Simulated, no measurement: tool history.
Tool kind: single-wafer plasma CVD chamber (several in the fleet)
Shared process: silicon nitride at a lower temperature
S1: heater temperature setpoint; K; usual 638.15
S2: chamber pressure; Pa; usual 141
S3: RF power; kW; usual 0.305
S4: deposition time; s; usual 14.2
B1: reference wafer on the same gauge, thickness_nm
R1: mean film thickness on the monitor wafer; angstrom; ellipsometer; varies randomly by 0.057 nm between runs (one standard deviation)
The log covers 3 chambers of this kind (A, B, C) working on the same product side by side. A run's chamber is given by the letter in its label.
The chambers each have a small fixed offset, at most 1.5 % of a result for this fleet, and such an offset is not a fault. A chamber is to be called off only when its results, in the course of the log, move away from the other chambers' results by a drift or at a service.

run	day	S1	S2	S3	S4	B1	R1
1C	0.304	638.15	141	0.305	14.2	17.514	150.19
2B	0.546	638.15	141	0.305	14.2	17.491	147.72
3A	0.942	638.15	141	0.305	14.2	17.515	148.79
# day 1.096: chamber A: RF generator calibrated
4C	1.292	638.15	141	0.305	14.2	17.484	150.60
5A	1.508	638.15	141	0.305	14.2	17.504	149.94
6B	1.833	638.15	107	0.305	16.0	17.503	151.36
7C	2.179	638.15	107	0.305	16.0	17.492	154.36
8A	2.546	638.15	107	0.305	16.0	17.499	152.40
9B	2.962	638.15	141	0.305	14.2	17.501	148.08
10B	3.171	638.15	141	0.305	14.2	17.483	148.78
11A	3.538	629.15	141	0.355	14.2	17.497	164.06
12C	3.771	629.15	141	0.355	14.2	17.481	165.78
13B	4.046	629.15	141	0.355	14.2	17.517	164.36
14C	4.271	638.15	141	0.305	14.2	17.476	150.00
15A	4.488	638.15	141	0.305	14.2	17.491	148.93
16C	4.821	638.15	141	0.305	14.2	17.492	150.83
# day 4.962: chamber C: capacitance manometer re-zeroed and calibrated
17A	5.154	638.15	141	0.305	14.2	17.502	148.83
18B	5.583	638.15	141	0.305	14.2	17.501	148.14
19A	5.938	638.15	111	0.305	15.5	17.499	150.65
20C	6.150	638.15	111	0.305	15.5	17.495	154.15
21B	6.421	638.15	111	0.305	15.5	17.502	148.82
22A	6.829	638.15	141	0.305	14.2	17.515	149.35
23B	7.142	638.15	141	0.305	14.2	17.513	147.62
24C	7.404	638.15	141	0.305	14.2	17.504	154.18
25C	7.646	638.15	141	0.305	14.2	17.492	152.59
26B	7.883	624.15	141	0.305	16.6	17.514	171.85
27A	8.138	624.15	141	0.305	16.6	17.501	176.44
28C	8.371	624.15	141	0.305	16.6	17.497	180.04
29B	8.792	638.15	141	0.305	14.2	17.499	147.96
30A	9.146	638.15	141	0.305	14.2	17.515	148.56
31B	9.383	638.15	141	0.305	14.2	17.509	147.45

Is one chamber out of step, is the gauge drifting, or do the chambers differ by no more than their own small offsets? For an off chamber, give its letter and the likeliest cause.

Chamber C came out of a service off from its peers and stayed that way.
What lies behind it: true pressure above the setpoint (%) = 6.44.

Here are 4 candidates for chamber C's next run, each the usual settings with a change, their results left as question marks. Which one brings its results back in line with what the others give on the usual settings?
In line means no further than this from the other chambers' mean on the usual settings: R1 2.00 angstrom
32C-1	9.700	638.15	127	0.305	14.2		?
32C-2	9.700	638.15	141	0.280	14.2		?
32C-3	9.700	638.15	141	0.305	15.0		?
32C-4	9.700	638.15	143	0.310	14.5		?

Other chambers, usual settings, mean: R1 148.50 angstrom
run	R1
32C-1	148.65
32C-2	145.07
32C-3	162.40
32C-4	159.16
The answer is 32C-1, which returns the chamber to within the allowed miss of the others.
